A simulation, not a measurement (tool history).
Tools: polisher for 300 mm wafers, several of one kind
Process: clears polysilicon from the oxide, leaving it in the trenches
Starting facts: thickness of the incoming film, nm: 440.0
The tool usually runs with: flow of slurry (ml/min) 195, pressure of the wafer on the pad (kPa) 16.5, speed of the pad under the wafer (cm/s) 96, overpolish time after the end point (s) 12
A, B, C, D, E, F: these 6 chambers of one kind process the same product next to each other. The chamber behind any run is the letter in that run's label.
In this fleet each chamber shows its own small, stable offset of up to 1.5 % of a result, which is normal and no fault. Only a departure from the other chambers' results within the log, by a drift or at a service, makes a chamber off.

run	hour	flow of slurry (ml/min)	pressure of the wafer on the pad (kPa)	speed of the pad under the wafer (cm/s)	overpolish time after the end point (s)	time until the end point was called (s)	dishing of a wide line in a test structure (nm)
# hour 7.2: chamber B: worn pad replaced by a new one
1C	8.2	195	16.5	96	12	42.885	61.897
2B	19.0	195	16.5	96	12	43.042	61.993
3D	27.5	195	16.5	96	12	42.639	61.924
4A	37.2	195	16.5	96	12	42.200	61.526
5E	50.3	195	16.5	96	12	43.500	60.763
# hour 59.1: chamber D: worn pad replaced by a new one
6F	65.2	195	16.5	96	12	43.370	62.157
7B	74.4	195	16.5	96	12	42.946	61.168
# hour 77.2: chamber C: slurry nozzle cleaned
# hour 88.0: chamber E: worn pad replaced by a new one
8F	88.2	195	16.5	96	12	43.120	63.128
# hour 91.6: chamber A: worn pad replaced by a new one
# hour 95.2: chamber C: worn pad replaced by a new one
9C	96.1	195	16.5	96	12	42.637	62.019
# hour 103.1: chamber F: worn pad replaced by a new one
10A	109.5	195	16.5	96	12	42.715	61.230
# hour 118.5: chamber A: head pressure recalibrated
11D	122.8	195	16.5	96	12	42.710	60.976
# hour 131.2: chamber A: slurry nozzle cleaned
12E	133.0	195	16.5	96	12	43.118	62.790
# hour 142.9: chamber C: head pressure recalibrated
13C	144.9	195	16.5	96	12	42.848	63.335
# hour 149.5: chamber B: worn pad replaced by a new one
# hour 155.5: chamber B: head pressure recalibrated
# hour 157.1: chamber D: worn pad replaced by a new one
14F	159.7	195	16.5	96	12	43.752	62.149
15B	171.7	195	11.7	96	12	61.478	52.696
16E	186.4	195	11.7	96	12	60.859	52.293
17D	194.7	195	11.7	96	12	60.069	52.007
# hour 201.9: chamber C: worn pad replaced by a new one
18A	202.8	195	11.7	96	12	61.170	51.104
# hour 209.7: chamber A: worn pad replaced by a new one
19B	213.5	195	11.7	96	12	59.913	53.009
20C	223.3	195	11.7	96	12	59.319	52.232
# hour 230.8: chamber E: worn pad replaced by a new one
21F	231.9	195	16.5	96	12	43.038	63.507
# hour 239.8: chamber F: worn pad replaced by a new one
22D	244.5	195	16.5	96	12	43.097	62.094
# hour 254.4: chamber D: worn pad replaced by a new one
23E	254.4	195	16.5	96	12	43.278	62.460
24A	265.9	195	16.5	96	12	42.781	63.693
25F	273.9	240	16.5	96	12	42.340	62.767
26A	287.6	240	16.5	96	12	41.752	62.814
# hour 291.5: chamber B: worn pad replaced by a new one
# hour 302.2: chamber C: worn pad replaced by a new one
27C	303.4	240	16.5	96	12	41.158	62.167
28B	319.2	240	16.5	96	12	41.399	63.233
29D	327.1	240	16.5	96	12	41.576	62.043
# hour 328.6: chamber A: worn pad replaced by a new one
30E	337.2	240	16.5	96	12	41.053	61.126
31D	346.1	155	16.5	76	12	56.352	55.333
# hour 360.5: chamber D: worn pad replaced by a new one
32B	360.8	155	16.5	76	12	55.955	55.295
# hour 368.5: chamber F: worn pad replaced by a new one
33F	372.2	155	16.5	76	12	55.389	55.122
# hour 376.0: chamber E: worn pad replaced by a new one
34A	380.5	155	16.5	76	12	55.544	54.539
# hour 383.4: chamber F: slurry nozzle cleaned
# hour 387.9: chamber C: worn pad replaced by a new one
35E	389.5	155	16.5	76	12	56.205	55.214
36C	400.5	155	16.5	76	12	56.559	54.891
37C	410.1	195	16.5	96	12	43.586	62.791
38E	424.2	195	16.5	96	12	43.361	63.218
# hour 427.2: chamber B: worn pad replaced by a new one
# hour 432.0: chamber F: head pressure recalibrated
39B	432.6	195	16.5	96	12	43.160	62.643
40F	445.2	195	16.5	96	12	42.649	62.364
41A	456.7	195	16.5	96	12	42.069	62.802
# hour 457.6: chamber D: worn pad replaced by a new one
42D	467.2	195	16.5	96	12	41.998	62.022

Does one chamber stand apart from the rest, does the shared gauge drift, or is all well apart from small per-chamber offsets? Give the chamber and the most likely cause, where there is one.

All chambers stay in line apart from their small fixed offsets, and the gauge does not drift.

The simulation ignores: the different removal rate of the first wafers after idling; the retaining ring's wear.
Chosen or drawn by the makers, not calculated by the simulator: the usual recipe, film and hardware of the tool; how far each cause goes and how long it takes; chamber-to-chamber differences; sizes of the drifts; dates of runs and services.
